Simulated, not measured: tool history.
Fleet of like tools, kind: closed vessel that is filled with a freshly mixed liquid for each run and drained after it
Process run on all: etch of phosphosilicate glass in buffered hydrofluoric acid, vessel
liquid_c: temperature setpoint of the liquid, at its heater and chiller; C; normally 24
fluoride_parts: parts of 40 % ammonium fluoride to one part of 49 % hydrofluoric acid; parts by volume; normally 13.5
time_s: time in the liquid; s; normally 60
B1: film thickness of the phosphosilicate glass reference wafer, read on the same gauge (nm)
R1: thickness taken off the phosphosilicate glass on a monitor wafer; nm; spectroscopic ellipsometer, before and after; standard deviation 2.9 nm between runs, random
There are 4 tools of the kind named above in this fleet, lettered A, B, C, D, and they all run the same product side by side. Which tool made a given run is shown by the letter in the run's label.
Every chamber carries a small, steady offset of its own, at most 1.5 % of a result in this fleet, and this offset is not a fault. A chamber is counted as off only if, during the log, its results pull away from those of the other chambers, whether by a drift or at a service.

Run 1A, day 0.138: usual settings; B1 80.011. Result: R1 454.18 nm.
Run 2B, day 0.300: usual settings; B1 80.005. Result: R1 460.51 nm.
Run 3C, day 0.404: usual settings; B1 79.984. Result: R1 449.50 nm.
Run 4D, day 0.558: usual settings; B1 80.009. Result: R1 445.52 nm.
Run 5A, day 0.667: usual settings; B1 79.991. Result: R1 454.66 nm.
Run 6D, day 0.821: usual settings; B1 80.023. Result: R1 450.34 nm.
Run 7C, day 1.021: usual settings; B1 79.988. Result: R1 452.61 nm.
Run 8B, day 1.225: usual settings; B1 79.992. Result: R1 457.26 nm.
Run 9D, day 1.383: usual settings; B1 79.989. Result: R1 452.47 nm.
Run 10A, day 1.521: usual settings but fluoride_parts 11.0 parts by volume, time_s 30 s; B1 79.989. Result: R1 281.26 nm.
Run 11C, day 1.708: usual settings but fluoride_parts 11.0 parts by volume, time_s 30 s; B1 80.001. Result: R1 272.36 nm.
Run 12B, day 1.850: usual settings but fluoride_parts 11.0 parts by volume, time_s 30 s; B1 80.025. Result: R1 278.08 nm.
Run 13A, day 2.004: usual settings but fluoride_parts 11.0 parts by volume, time_s 30 s; B1 80.014. Result: R1 282.27 nm.
Run 14D, day 2.096: usual settings but liquid_c 21 C, fluoride_parts 11.5 parts by volume; B1 79.987. Result: R1 448.91 nm.
Run 15B, day 2.229: usual settings but liquid_c 21 C, fluoride_parts 11.5 parts by volume; B1 80.001. Result: R1 459.75 nm.
Run 16C, day 2.350: usual settings but liquid_c 21 C, fluoride_parts 11.5 parts by volume; B1 79.996. Result: R1 443.38 nm.
Run 17D, day 2.442: usual settings but liquid_c 21 C, fluoride_parts 11.5 parts by volume; B1 79.999. Result: R1 442.11 nm.
Run 18B, day 2.546: usual settings; B1 80.019. Result: R1 467.52 nm.
Run 19A, day 2.750: usual settings; B1 80.009. Result: R1 448.32 nm.
Run 20C, day 2.850: usual settings; B1 79.998. Result: R1 458.35 nm.
Run 21C, day 3.050: usual settings; B1 80.011. Result: R1 452.91 nm.
Run 22A, day 3.233: usual settings; B1 79.991. Result: R1 451.46 nm.
Run 23B, day 3.400: usual settings; B1 79.975. Result: R1 476.82 nm.
Run 24D, day 3.600: usual settings but fluoride_parts 8.5 parts by volume; B1 79.994. Result: R1 685.81 nm.
Run 25B, day 3.729: usual settings but fluoride_parts 8.5 parts by volume; B1 79.985. Result: R1 723.31 nm.
Run 26A, day 3.912: usual settings but fluoride_parts 8.5 parts by volume; B1 79.996. Result: R1 701.75 nm.
Run 27C, day 4.038: usual settings but fluoride_parts 8.5 parts by volume; B1 80.014. Result: R1 685.36 nm.
Run 28D, day 4.208: usual settings; B1 79.982. Result: R1 449.24 nm.
Run 29A, day 4.404: usual settings but time_s 75 s; B1 79.998. Result: R1 566.94 nm.
Run 30B, day 4.542: usual settings but time_s 75 s; B1 79.992. Result: R1 606.10 nm.
Run 31D, day 4.671: usual settings but time_s 75 s; B1 79.991. Result: R1 562.41 nm.
Run 32C, day 4.804: usual settings but time_s 75 s; B1 79.996. Result: R1 564.07 nm.
Run 33B, day 4.921: usual settings but liquid_c 26 C, fluoride_parts 15.0 parts by volume; B1 80.016. Result: R1 488.49 nm.
Run 34A, day 5.062: usual settings but liquid_c 26 C, fluoride_parts 15.0 parts by volume; B1 79.994. Result: R1 458.79 nm.
Run 35C, day 5.242: usual settings but liquid_c 26 C, fluoride_parts 15.0 parts by volume; B1 80.000. Result: R1 452.24 nm.
Run 36D, day 5.392: usual settings but liquid_c 26 C, fluoride_parts 15.0 parts by volume; B1 80.002. Result: R1 455.58 nm.
Run 37C, day 5.483: usual settings; B1 79.995. Result: R1 452.13 nm.
Run 38D, day 5.625: usual settings; B1 79.987. Result: R1 449.79 nm.
Run 39A, day 5.721: usual settings; B1 79.983. Result: R1 460.98 nm.
Run 40B, day 5.829: usual settings; B1 80.006. Result: R1 501.13 nm.
Run 41A, day 6.004: usual settings; B1 79.987. Result: R1 457.79 nm.
Run 42D, day 6.167: usual settings; B1 80.036. Result: R1 453.71 nm.

Next, every chamber runs the same settings. What will each give?
Run 43A, day 6.321: usual settings. Result: R1 ?.
Run 43B, day 6.321: usual settings. Result: R1 ?.
Run 43C, day 6.321: usual settings. Result: R1 ?.
Run 43D, day 6.321: usual settings. Result: R1 ?.

run      R1
43A  454.24
43B  502.07
43C  452.86
43D  452.61
